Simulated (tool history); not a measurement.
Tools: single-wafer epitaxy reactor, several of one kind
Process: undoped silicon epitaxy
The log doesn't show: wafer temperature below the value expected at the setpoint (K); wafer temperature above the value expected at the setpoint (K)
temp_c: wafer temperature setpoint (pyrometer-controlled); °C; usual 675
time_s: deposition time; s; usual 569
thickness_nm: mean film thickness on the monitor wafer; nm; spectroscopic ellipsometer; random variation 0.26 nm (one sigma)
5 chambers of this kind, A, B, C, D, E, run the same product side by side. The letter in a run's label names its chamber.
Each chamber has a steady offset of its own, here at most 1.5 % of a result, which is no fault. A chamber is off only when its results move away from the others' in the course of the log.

run	hour	temp_c	time_s	hours since the last pyrometer calibration	read-back reference wafer on the same gauge, thickness_nm	thickness_nm
1A	6.6	675	569	21.9	168.98	163.42
2E	13.7	675	569	1129.1	168.89	163.55
3D	18.2	675	569	1351	168.94	160.44
4C	23.1	675	569	857.8	168.88	163.81
5B	27.3	661	569	542.7	168.87	121.95
6C	31.5	661	569	866.2	168.86	121.91
7D	35.7	661	569	1368.5	168.84	119.04
8E	40.2	661	569	1155.6	168.85	122.82
9A	48.5	661	569	63.8	168.75	122.15
10B	54	675	569	569.4	168.79	163.25
11E	62.6	675	569	1178	168.7	163.59
12C	71	675	569	905.7	168.7	163
13B	78.9	675	569	594.3	168.71	163.19
14A	86.1	675	569	101.4	168.58	163.67
15D	91.7	680	677	1424.5	168.64	211.36
16D	96.9	680	677	1429.7	168.6	211.03
17B	104.3	680	677	619.7	168.53	214.78
18A	111.2	680	677	126.5	168.47	215.23
19C	116.3	680	677	951	168.51	215.41
20E	122.7	675	569	1238.1	168.53	163.28
21C	130	675	569	964.7	168.4	163.37
22A	134.4	675	569	149.7	168.45	163.23
# hour 138.8: chamber D: pyrometer calibrated
23D	141.6	675	569	2.8	168.44	159.81
24B	145.6	675	569	661	168.34	162.91
25E	154.7	675	569	1270.1	168.37	163.27
26D	160.7	675	569	21.9	168.34	159.93
27E	165.3	675	569	1280.7	168.3	163.05
28C	171	675	569	1005.7	168.26	162.92
29A	177.8	675	569	193.1	168.2	162.78
30B	186.7	675	569	702.1	168.26	162.56
31D	192.5	675	569	53.7	168.16	159.25
32E	198.5	675	569	1313.9	168.12	163.07
33C	207.4	675	569	1042.1	168.13	162.56
34A	213	675	569	228.3	168.16	162.8
35B	218.7	675	569	734.1	168.08	162.95
36B	227.2	675	569	742.6	168.01	162.87
37E	234.3	675	569	1349.7	167.97	162.89
38C	241.8	675	569	1076.5	167.97	162.57
39A	250.5	675	569	265.8	167.93	162.64

Is one chamber off against the others, does the gauge drift, or is nothing wrong? If a chamber is off, say which, and what the likeliest cause is.

The gauge drifts, so all chambers seem to drift together. No chamber is off.
Cause: gauge reads low (%) = 0.649.

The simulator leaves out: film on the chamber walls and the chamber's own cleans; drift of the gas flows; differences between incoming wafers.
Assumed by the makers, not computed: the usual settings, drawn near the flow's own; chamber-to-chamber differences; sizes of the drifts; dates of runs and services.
